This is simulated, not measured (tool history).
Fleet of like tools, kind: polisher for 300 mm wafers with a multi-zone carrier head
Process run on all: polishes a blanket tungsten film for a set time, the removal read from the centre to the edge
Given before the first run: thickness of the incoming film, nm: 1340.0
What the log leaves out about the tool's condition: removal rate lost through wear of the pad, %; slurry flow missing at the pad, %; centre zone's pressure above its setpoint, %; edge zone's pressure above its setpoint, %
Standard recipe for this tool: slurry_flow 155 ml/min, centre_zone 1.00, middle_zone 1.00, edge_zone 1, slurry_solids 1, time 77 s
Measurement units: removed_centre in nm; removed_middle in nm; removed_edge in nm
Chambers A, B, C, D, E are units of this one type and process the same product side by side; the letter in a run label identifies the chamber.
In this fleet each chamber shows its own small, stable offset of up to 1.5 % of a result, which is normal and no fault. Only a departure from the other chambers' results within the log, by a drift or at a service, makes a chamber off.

| run | hour | slurry_flow | centre_zone | middle_zone | edge_zone | slurry_solids | time | wafers polished on this pad | hours since the slurry nozzle was cleaned | hours since the centre zone pressure was calibrated | hours since the edge zone pressure was calibrated | removed_centre | removed_middle | removed_edge |
|---|---|---|---|---|---|---|---|---|---|---|---|---|---|---|
| 1A | 7.8 | 155 | 1.00 | 1.00 | 1 | 1 | 77 | 978 | 307.2 | 169.7 | 975.9 | 339.52 | 342.44 | 329.79 |
|  | 8.2 | chamber D: worn pad replaced by a new one |
| 2E | 13.0 | 155 | 1.00 | 1.00 | 1 | 1 | 77 | 275 | 428.5 | 104.2 | 657.1 | 326.42 | 339.48 | 336.57 |
| 3D | 18.4 | 155 | 1.00 | 1.00 | 1 | 1 | 77 | 89 | 212.5 | 266.2 | 747.8 | 332.91 | 331.13 | 337.60 |
| 4B | 23.8 | 155 | 1.00 | 1.00 | 1 | 1 | 77 | 908 | 654.6 | 590.9 | 624.7 | 328.83 | 334.58 | 321.81 |
| 5C | 28.5 | 155 | 1.00 | 1.00 | 1 | 1 | 77 | 389 | 505.2 | 307.1 | 1200.5 | 331.52 | 335.48 | 330.65 |
|  | 29.8 | chamber A: worn pad replaced by a new one |
|  | 31.9 | chamber E: slurry nozzle cleaned |
| 6D | 32.3 | 155 | 1.00 | 1.00 | 1 | 1 | 77 | 210 | 226.4 | 280.1 | 761.7 | 336.58 | 329.98 | 333.06 |
| 7E | 37.4 | 155 | 1.00 | 1.00 | 1 | 1 | 77 | 488 | 5.5 | 128.6 | 681.5 | 329.10 | 334.92 | 330.45 |
|  | 38.0 | chamber C: worn pad replaced by a new one |
|  | 38.9 | chamber D: slurry nozzle cleaned |
|  | 40.4 | chamber B: edge zone pressure recalibrated |
| 8C | 42.1 | 155 | 1.00 | 1.00 | 1 | 1 | 77 | 36 | 518.8 | 320.7 | 1214.1 | 333.91 | 331.89 | 338.89 |
| 9B | 47.9 | 155 | 1.00 | 1.00 | 1 | 1 | 77 | 1118 | 678.7 | 615.0 | 7.6 | 329.84 | 333.21 | 337.26 |
| 10A | 52.9 | 155 | 1.00 | 1.00 | 1 | 1 | 77 | 201 | 352.3 | 214.8 | 1021.0 | 337.60 | 333.21 | 335.20 |
| 11B | 61.3 | 155 | 1.00 | 1.00 | 1 | 1 | 77 | 1235 | 692.1 | 628.4 | 21.0 | 323.56 | 331.58 | 323.27 |
|  | 65.6 | chamber E: worn pad replaced by a new one |
| 12E | 69.3 | 155 | 1.00 | 1.00 | 1 | 1 | 77 | 32 | 37.4 | 160.5 | 713.4 | 332.67 | 336.72 | 336.80 |
|  | 73.0 | chamber B: worn pad replaced by a new one |
| 13C | 74.6 | 155 | 1.00 | 1.00 | 1 | 1 | 77 | 319 | 551.3 | 353.2 | 1246.6 | 330.17 | 331.13 | 338.64 |
| 14D | 78.9 | 155 | 1.00 | 1.00 | 1 | 1 | 77 | 616 | 40.0 | 326.7 | 808.3 | 330.21 | 333.51 | 341.42 |
| 15A | 83.2 | 155 | 1.08 | 1.00 | 1 | 1 | 68 | 465 | 382.6 | 245.1 | 1051.3 | 324.67 | 294.00 | 291.09 |
| 16E | 87.7 | 155 | 1.08 | 1.00 | 1 | 1 | 68 | 192 | 55.8 | 178.9 | 731.8 | 318.01 | 295.59 | 304.61 |
| 17C | 95.3 | 155 | 1.08 | 1.00 | 1 | 1 | 68 | 500 | 572.0 | 373.9 | 1267.3 | 321.75 | 289.42 | 293.77 |
|  | 97.6 | chamber C: worn pad replaced by a new one |
| 18A | 102.7 | 155 | 1.08 | 1.00 | 1 | 1 | 68 | 635 | 402.1 | 264.6 | 1070.8 | 316.77 | 298.60 | 292.39 |
|  | 104.5 | chamber D: edge zone pressure recalibrated |
|  | 104.8 | chamber D: worn pad replaced by a new one |
| 19B | 109.7 | 155 | 1.08 | 1.00 | 1 | 1 | 68 | 320 | 740.5 | 676.8 | 69.4 | 318.64 | 294.14 | 290.14 |
| 20D | 114.6 | 155 | 1.00 | 1.08 | 1 | 1 | 77 | 86 | 75.7 | 362.4 | 10.2 | 333.69 | 361.10 | 332.99 |
| 21B | 118.4 | 155 | 1.00 | 1.08 | 1 | 1 | 77 | 396 | 749.2 | 685.5 | 78.1 | 330.22 | 361.25 | 329.37 |
| 22A | 125.7 | 155 | 1.00 | 1.08 | 1 | 1 | 77 | 836 | 425.1 | 287.6 | 1093.8 | 337.45 | 361.82 | 322.54 |
| 23D | 131.7 | 155 | 1.00 | 1.08 | 1 | 1 | 77 | 235 | 92.8 | 379.5 | 27.3 | 333.25 | 360.12 | 341.25 |
|  | 131.9 | chamber B: slurry nozzle cleaned |
| 24C | 138.6 | 155 | 1.00 | 1.08 | 1 | 1 | 77 | 357 | 615.3 | 417.2 | 1310.6 | 335.73 | 354.78 | 329.34 |
| 25E | 144.5 | 155 | 1.00 | 1.00 | 1 | 1 | 77 | 688 | 112.6 | 235.7 | 788.6 | 327.38 | 337.82 | 338.67 |
|  | 149.3 | chamber C: worn pad replaced by a new one |
| 26A | 150.7 | 155 | 1.00 | 1.00 | 1 | 1 | 77 | 1054 | 450.1 | 312.6 | 1118.8 | 333.70 | 337.05 | 326.36 |
| 27B | 154.4 | 155 | 1.00 | 1.00 | 1 | 1 | 77 | 710 | 22.5 | 721.5 | 114.1 | 333.85 | 335.05 | 327.89 |
|  | 155.2 | chamber E: worn pad replaced by a new one |
| 28E | 162.7 | 155 | 1.00 | 1.00 | 1 | 1 | 77 | 66 | 130.8 | 253.9 | 806.8 | 327.79 | 339.81 | 339.92 |
| 29D | 167.8 | 155 | 1.00 | 1.00 | 1 | 1 | 77 | 550 | 128.9 | 415.6 | 63.4 | 332.89 | 335.38 | 335.12 |
| 30C | 173.8 | 155 | 1.00 | 1.00 | 1 | 1 | 77 | 214 | 650.5 | 452.4 | 1345.8 | 326.07 | 333.54 | 331.92 |
|  | 175.0 | chamber A: worn pad replaced by a new one |
| 31C | 180.9 | 155 | 1.00 | 1.00 | 1 | 1 | 77 | 276 | 657.6 | 459.5 | 1352.9 | 330.12 | 333.88 | 331.97 |
| 32B | 185.9 | 155 | 1.00 | 1.00 | 1 | 1 | 77 | 984 | 54.0 | 753.0 | 145.6 | 331.68 | 333.38 | 322.12 |
|  | 187.0 | chamber C: edge zone pressure recalibrated |
| 33A | 193.9 | 155 | 1.00 | 1.00 | 1 | 1 | 77 | 164 | 493.3 | 355.8 | 1162.0 | 329.35 | 338.44 | 324.44 |
| 34D | 200.1 | 155 | 1.00 | 1.00 | 1 | 1 | 77 | 831 | 161.2 | 447.9 | 95.7 | 329.35 | 330.87 | 338.87 |
|  | 200.4 | chamber D: centre zone pressure recalibrated |
|  | 204.9 | chamber C: worn pad replaced by a new one |
| 35E | 208.3 | 155 | 1.00 | 1.00 | 1 | 1 | 77 | 463 | 176.4 | 299.5 | 852.4 | 327.13 | 336.57 | 339.94 |
|  | 208.6 | chamber D: worn pad replaced by a new one |
| 36C | 215.1 | 155 | 1.00 | 1.00 | 1 | 1 | 77 | 89 | 691.8 | 493.7 | 28.2 | 335.52 | 331.76 | 330.85 |
| 37B | 218.9 | 155 | 1.00 | 1.00 | 1 | 1 | 77 | 1272 | 87.0 | 786.0 | 178.6 | 329.55 | 330.23 | 328.29 |
| 38A | 223.9 | 155 | 1.00 | 1.00 | 1 | 1 | 77 | 426 | 523.3 | 385.8 | 1192.0 | 338.84 | 337.37 | 333.17 |
| 39E | 229.4 | 155 | 1.00 | 1.00 | 1 | 1 | 77 | 647 | 197.5 | 320.6 | 873.5 | 326.41 | 336.49 | 328.83 |
| 40D | 237.4 | 135 | 1.00 | 1.00 | 1 | 1 | 77 | 251 | 198.5 | 37.1 | 133.0 | 322.70 | 324.14 | 334.25 |
| 41D | 241.9 | 135 | 1.00 | 1.00 | 1 | 1 | 77 | 290 | 203.0 | 41.6 | 137.5 | 325.52 | 325.15 | 327.60 |
|  | 243.6 | chamber C: slurry nozzle cleaned |
| 42C | 247.8 | 135 | 1.00 | 1.00 | 1 | 1 | 77 | 374 | 4.2 | 526.4 | 60.9 | 324.09 | 324.21 | 331.84 |

Is one chamber out of step, is the gauge drifting, or do the chambers differ by no more than their own small offsets? For an off chamber, give its letter and the likeliest cause.

All chambers stay in line apart from their small fixed offsets, and the gauge does not drift.
